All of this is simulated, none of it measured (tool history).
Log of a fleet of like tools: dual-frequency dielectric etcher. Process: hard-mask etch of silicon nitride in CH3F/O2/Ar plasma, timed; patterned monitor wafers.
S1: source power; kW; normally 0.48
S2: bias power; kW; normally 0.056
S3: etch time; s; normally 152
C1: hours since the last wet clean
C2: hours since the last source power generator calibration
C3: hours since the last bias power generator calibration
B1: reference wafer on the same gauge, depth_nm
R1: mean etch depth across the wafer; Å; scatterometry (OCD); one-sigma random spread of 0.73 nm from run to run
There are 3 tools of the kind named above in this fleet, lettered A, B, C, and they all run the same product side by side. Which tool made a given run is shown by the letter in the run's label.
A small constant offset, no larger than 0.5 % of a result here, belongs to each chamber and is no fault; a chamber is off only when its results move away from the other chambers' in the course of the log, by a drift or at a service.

{"run": "1A", "hour": 5.0, "S1": 0.48, "S2": 0.056, "S3": 152, "C1": 216.9, "C2": 965, "C3": 981.7, "B1": 92.033, "R1": 1045.5}
{"run": "2C", "hour": 11.9, "S1": 0.48, "S2": 0.056, "S3": 152, "C1": 199.7, "C2": 3020.7, "C3": 484.6, "B1": 92.124, "R1": 1054.5}
{"run": "3B", "hour": 17.9, "S1": 0.48, "S2": 0.056, "S3": 152, "C1": 256.8, "C2": 2772.7, "C3": 2266.5, "B1": 92.132, "R1": 1045.5}
{"run": "4B", "hour": 22.1, "S1": 0.48, "S2": 0.056, "S3": 152, "C1": 261, "C2": 2776.9, "C3": 2270.7, "B1": 92.045, "R1": 1047.5}
{"run": "5A", "hour": 26.6, "S1": 0.48, "S2": 0.067, "S3": 152, "C1": 238.5, "C2": 986.6, "C3": 1003.3, "B1": 91.983, "R1": 1125.2}
{"run": "6C", "hour": 32.4, "S1": 0.48, "S2": 0.067, "S3": 152, "C1": 220.2, "C2": 3041.2, "C3": 505.1, "B1": 91.917, "R1": 1114.3}
{"run": "7A", "hour": 39.2, "S1": 0.48, "S2": 0.067, "S3": 152, "C1": 251.1, "C2": 999.2, "C3": 1015.9, "B1": 91.871, "R1": 1104.2}
{"run": "8B", "hour": 46.6, "S1": 0.48, "S2": 0.056, "S3": 152, "C1": 285.5, "C2": 2801.4, "C3": 2295.2, "B1": 92.097, "R1": 1048.6}
{"run": "9C", "hour": 53.0, "S1": 0.48, "S2": 0.056, "S3": 152, "C1": 240.8, "C2": 3061.8, "C3": 525.7, "B1": 91.989, "R1": 1041.3}
{"run": "10C", "hour": 60.4, "S1": 0.48, "S2": 0.056, "S3": 152, "C1": 248.2, "C2": 3069.2, "C3": 533.1, "B1": 92.055, "R1": 1039.3}
{"run": "11B", "hour": 65.5, "S1": 0.48, "S2": 0.056, "S3": 152, "C1": 304.4, "C2": 2820.3, "C3": 2314.1, "B1": 92.086, "R1": 1042.9}
{"run": "12A", "hour": 70.7, "S1": 0.48, "S2": 0.056, "S3": 152, "C1": 282.6, "C2": 1030.7, "C3": 1047.4, "B1": 92.075, "R1": 1047.3}
{"run": "13B", "hour": 78.0, "S1": 0.48, "S2": 0.056, "S3": 152, "C1": 316.9, "C2": 2832.8, "C3": 2326.6, "B1": 91.94, "R1": 1045.8}
{"run": "14A", "hour": 86.0, "S1": 0.48, "S2": 0.056, "S3": 152, "C1": 297.9, "C2": 1046, "C3": 1062.7, "B1": 92.021, "R1": 1046.5}
{"run": "15C", "hour": 89.9, "S1": 0.48, "S2": 0.056, "S3": 152, "C1": 277.7, "C2": 3098.7, "C3": 562.6, "B1": 91.953, "R1": 1050.1}
{"run": "16C", "hour": 98.2, "S1": 0.48, "S2": 0.056, "S3": 152, "C1": 286, "C2": 3107, "C3": 570.9, "B1": 92.088, "R1": 1055.3}
{"run": "17B", "hour": 105.7, "S1": 0.48, "S2": 0.056, "S3": 152, "C1": 344.6, "C2": 2860.5, "C3": 2354.3, "B1": 91.963, "R1": 1048.1}
{"run": "18A", "hour": 113.8, "S1": 0.37, "S2": 0.056, "S3": 137.5, "C1": 325.7, "C2": 1073.8, "C3": 1090.5, "B1": 91.833, "R1": 847.11}
{"run": "19A", "hour": 118.6, "S1": 0.37, "S2": 0.056, "S3": 137.5, "C1": 330.5, "C2": 1078.6, "C3": 1095.3, "B1": 91.952, "R1": 849.28}
{"run": "20C", "hour": 126.8, "S1": 0.37, "S2": 0.056, "S3": 137.5, "C1": 314.6, "C2": 3135.6, "C3": 599.5, "B1": 92.067, "R1": 863.93}
{"run": "21B", "hour": 132.4, "S1": 0.48, "S2": 0.056, "S3": 152, "C1": 371.3, "C2": 2887.2, "C3": 2381, "B1": 91.993, "R1": 1050.1}
{"run": "22B", "hour": 141.0, "S1": 0.48, "S2": 0.056, "S3": 116.5, "C1": 379.9, "C2": 2895.8, "C3": 2389.6, "B1": 91.885, "R1": 801.22}
{"run": "23C", "hour": 147.4, "S1": 0.48, "S2": 0.056, "S3": 116.5, "C1": 335.2, "C2": 3156.2, "C3": 620.1, "B1": 91.937, "R1": 801.48}
{"run": "24A", "hour": 154.9, "S1": 0.48, "S2": 0.056, "S3": 116.5, "C1": 366.8, "C2": 1114.9, "C3": 1131.6, "B1": 92.027, "R1": 787.73}
{"run": "25A", "hour": 161.7, "S1": 0.48, "S2": 0.056, "S3": 152, "C1": 373.6, "C2": 1121.7, "C3": 1138.4, "B1": 91.936, "R1": 1028.9}
{"run": "26C", "hour": 166.0, "S1": 0.48, "S2": 0.056, "S3": 152, "C1": 353.8, "C2": 3174.8, "C3": 638.7, "B1": 92.024, "R1": 1053.8}
{"run": "27B", "hour": 173.3, "S1": 0.48, "S2": 0.056, "S3": 152, "C1": 412.2, "C2": 2928.1, "C3": 2421.9, "B1": 92.062, "R1": 1049.4}
{"run": "28B", "hour": 180.2, "S1": 0.48, "S2": 0.056, "S3": 152, "C1": 419.1, "C2": 2935, "C3": 2428.8, "B1": 91.927, "R1": 1040.7}
{"run": "29A", "hour": 186.3, "S1": 0.48, "S2": 0.056, "S3": 152, "C1": 398.2, "C2": 1146.3, "C3": 1163, "B1": 92.047, "R1": 1026.3}
{"run": "30C", "hour": 190.8, "S1": 0.48, "S2": 0.056, "S3": 152, "C1": 378.6, "C2": 3199.6, "C3": 663.5, "B1": 92.088, "R1": 1047.3}
{"run": "31B", "hour": 195.8, "S1": 0.48, "S2": 0.056, "S3": 152, "C1": 434.7, "C2": 2950.6, "C3": 2444.4, "B1": 91.95, "R1": 1052.5}
{"run": "32A", "hour": 200.1, "S1": 0.48, "S2": 0.056, "S3": 170, "C1": 412, "C2": 1160.1, "C3": 1176.8, "B1": 91.953, "R1": 1124.5}
{"run": "33C", "hour": 208.8, "S1": 0.48, "S2": 0.056, "S3": 170, "C1": 396.6, "C2": 3217.6, "C3": 681.5, "B1": 92.033, "R1": 1173.3}
{"run": "34A", "hour": 215.6, "S1": 0.48, "S2": 0.056, "S3": 170, "C1": 427.5, "C2": 1175.6, "C3": 1192.3, "B1": 92.062, "R1": 1104}
{"run": "35C", "hour": 224.3, "S1": 0.48, "S2": 0.056, "S3": 152, "C1": 412.1, "C2": 3233.1, "C3": 697, "B1": 91.783, "R1": 1043.4}

The same settings go to every chamber for the next run, one line per chamber below. Forecast the results for each:
{"run": "36A", "hour": 230.6, "S1": 0.48, "S2": 0.067, "S3": 152, "R1": "?"}
{"run": "36B", "hour": 230.6, "S1": 0.48, "S2": 0.067, "S3": 152, "R1": "?"}
{"run": "36C", "hour": 230.6, "S1": 0.48, "S2": 0.067, "S3": 152, "R1": "?"}

run=36A R1=1058.7
run=36B R1=1114.7
run=36C R1=1107.4

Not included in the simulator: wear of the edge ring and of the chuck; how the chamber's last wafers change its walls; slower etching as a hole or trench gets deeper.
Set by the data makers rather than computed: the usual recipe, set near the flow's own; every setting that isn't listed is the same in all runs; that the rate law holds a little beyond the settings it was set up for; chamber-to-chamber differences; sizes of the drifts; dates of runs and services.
